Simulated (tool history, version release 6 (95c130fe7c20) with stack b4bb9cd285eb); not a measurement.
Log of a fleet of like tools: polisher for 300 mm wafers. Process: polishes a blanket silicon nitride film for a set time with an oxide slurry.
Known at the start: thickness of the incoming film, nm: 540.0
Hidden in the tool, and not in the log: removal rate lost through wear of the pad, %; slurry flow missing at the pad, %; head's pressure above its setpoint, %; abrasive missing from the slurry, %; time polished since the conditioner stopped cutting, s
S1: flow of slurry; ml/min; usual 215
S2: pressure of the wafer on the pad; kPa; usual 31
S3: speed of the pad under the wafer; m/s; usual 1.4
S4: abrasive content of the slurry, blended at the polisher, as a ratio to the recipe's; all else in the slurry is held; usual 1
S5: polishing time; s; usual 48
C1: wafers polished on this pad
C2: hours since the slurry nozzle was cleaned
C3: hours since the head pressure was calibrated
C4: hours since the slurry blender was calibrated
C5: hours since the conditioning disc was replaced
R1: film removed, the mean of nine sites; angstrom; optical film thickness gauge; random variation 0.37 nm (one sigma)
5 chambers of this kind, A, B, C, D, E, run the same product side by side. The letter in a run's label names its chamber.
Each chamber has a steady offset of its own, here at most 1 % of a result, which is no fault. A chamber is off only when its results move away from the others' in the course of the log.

run	day	S1	S2	S3	S4	S5	C1	C2	C3	C4	C5	R1
# day 0.138: chamber E: slurry nozzle cleaned
# day 0.2: chamber E: worn pad replaced by a new one
# day 0.233: chamber A: conditioning disc replaced and pad reconditioned
1E	0.438	215	31	1.4	1	48	84	7.2	44.1	45.6	178.8	552.18
2A	0.888	215	31	1.4	1	48	806	716.2	332.3	182.1	15.7	554.57
3C	1.325	215	31	1.4	1	48	1129	154	290.2	56.3	76.4	544.39
# day 1.392: chamber B: worn pad replaced by a new one
4B	1.754	215	31	1.4	1	48	128	99.1	631.2	174	98	539.95
# day 2.071: chamber C: worn pad replaced by a new one
5D	2.146	215	31	1.4	1.15	48	1278	548.4	669.6	112.7	365.8	583.97
# day 2.288: chamber A: slurry blender recalibrated
# day 2.358: chamber A: worn pad replaced by a new one
6B	2.504	215	31	1.4	1.15	48	393	117.1	649.2	192	116	585.43
# day 2.783: chamber B: conditioning disc replaced and pad reconditioned
7C	2.821	215	31	1.4	1.15	48	265	189.9	326.1	92.2	112.3	581
# day 2.933: chamber E: worn pad replaced by a new one
8A	3.212	215	31	1.4	1.15	48	302	772	388.1	22.2	71.5	586.44
9D	3.458	215	31	1.4	1.15	48	1742	579.9	701.1	144.2	397.3	578.27
10E	3.654	215	39.3	1.86	1	48	254	84.4	121.3	122.8	256	872.77
11D	4.038	215	39.3	1.86	1	48	1947	593.8	715	158.1	411.2	859.63
# day 4.108: chamber B: head pressure recalibrated
# day 4.171: chamber C: head pressure recalibrated
# day 4.358: chamber B: worn pad replaced by a new one
12B	4.471	215	39.3	1.86	1	48	40	164.3	8.7	239.2	40.5	878.46
13A	4.712	215	39.3	1.86	1	48	832	808	424.1	58.2	107.5	875.77
14E	5.079	215	39.3	1.86	1	48	758	118.6	155.5	157	290.2	863.49
15C	5.421	215	31	1.4	1	48	1184	252.3	30.1	154.6	174.7	540.67
# day 5.833: chamber C: worn pad replaced by a new one
16E	5.875	215	31	1.4	1	48	1039	137.7	174.6	176.1	309.3	544.21
# day 6.033: chamber A: worn pad replaced by a new one
# day 6.038: chamber E: worn pad replaced by a new one
17C	6.208	215	31	1.4	1	48	133	271.2	49	173.5	193.6	547.93
18A	6.633	215	31	1.4	1	48	213	854.1	470.2	104.3	153.6	549.82
19B	7.038	215	31	1.4	1	48	947	225.9	70.3	300.8	102.1	544.85
# day 7.1: chamber B: worn pad replaced by a new one
20D	7.296	215	31	1.4	1	48	3098	672	793.2	236.3	489.4	533.79
# day 7.329: chamber B: slurry blender recalibrated
# day 7.608: chamber D: conditioning disc replaced and pad reconditioned
21A	7.617	215	31	1.4	1	48	560	877.7	493.8	127.9	177.2	546.57
# day 7.738: chamber D: slurry blender recalibrated
22C	8.058	145	31	1.4	1	58	787	315.6	93.4	217.9	238	615.88
# day 8.288: chamber B: conditioning disc replaced and pad reconditioned
23B	8.504	145	31	1.4	1	58	497	261.1	105.5	28.2	5.3	622.77
# day 8.679: chamber D: slurry nozzle cleaned
24D	8.854	145	31	1.4	1	58	3648	4.3	830.6	26.9	29.9	604.95
25E	9.112	145	31	1.4	1	58	1086	215.4	252.3	253.8	387	609.7
# day 9.167: chamber A: slurry nozzle cleaned
# day 9.329: chamber E: worn pad replaced by a new one
# day 9.388: chamber E: slurry blender recalibrated
# day 9.492: chamber C: worn pad replaced by a new one
26A	9.538	145	31	1.4	1	58	1239	9	539.9	174	223.3	627.97
# day 9.625: chamber A: worn pad replaced by a new one
27D	9.879	215	31	1.4	1	48	4010	28.9	855.2	51.5	54.5	533.77
# day 10.104: chamber B: worn pad replaced by a new one
28C	10.121	215	31	1.4	1	48	223	365.1	142.9	267.4	287.5	548.07
29B	10.517	215	31	1.4	0.75	48	145	309.4	153.8	76.5	53.6	480.64
30E	10.871	215	31	1.4	0.75	48	544	257.6	294.5	35.6	429.2	476.05
# day 10.875: chamber E: conditioning disc replaced and pad reconditioned
# day 11.071: chamber A: conditioning disc replaced and pad reconditioned
31D	11.292	215	31	1.4	0.75	48	4509	62.8	889.1	85.4	88.4	455.61
32A	11.729	215	31	1.4	0.75	48	744	61.6	592.5	226.6	15.8	474.26
# day 11.888: chamber C: slurry nozzle cleaned
# day 11.962: chamber E: worn pad replaced by a new one
33B	12.183	215	31	1.4	0.75	48	734	349.4	193.8	116.5	93.6	481.72
# day 12.571: chamber E: slurry nozzle cleaned
34E	12.612	215	31	1.4	1	48	229	1	336.3	77.4	41.7	548.48
35C	12.904	215	31	1.4	1	48	1206	24.4	209.7	334.2	354.3	543.92
# day 13.104: chamber C: worn pad replaced by a new one
# day 13.129: chamber A: head pressure recalibrated
# day 13.138: chamber A: worn pad replaced by a new one
36E	13.138	215	31	1.4	1	48	415	13.6	348.9	90	54.3	546.75
# day 13.158: chamber B: conditioning disc replaced and pad reconditioned
# day 13.183: chamber A: slurry blender recalibrated
# day 13.317: chamber B: worn pad replaced by a new one
37A	13.404	215	31	1.4	1	48	95	101.8	6.6	5.3	56	557.15
38C	13.683	215	31	1.4	1	48	204	43.1	228.4	352.9	373	543.57
39D	13.95	215	31	1.4	1	48	5448	126.6	952.9	149.2	152.2	521.6
40B	14.188	215	31	1.4	1	48	308	397.5	241.9	164.6	24.7	548.39
41D	14.5	215	31	1.4	1	48	5643	139.8	966.1	162.4	165.4	520.89
42C	14.933	215	31	1.4	1	48	646	73.1	258.4	382.9	403	546.5
43A	15.204	215	31	1.4	1	48	731	145	49.8	48.5	99.2	559.66

Next, every chamber runs the same settings. What will each give?
44A	15.529	215	31	1.4	1.3	48						?
44B	15.529	215	31	1.4	1.3	48						?
44C	15.529	215	31	1.4	1.3	48						?
44D	15.529	215	31	1.4	1.3	48						?
44E	15.529	215	31	1.4	1.3	48						?

run	R1
44A	614.46
44B	607.53
44C	609.79
44D	579.07
44E	617.07
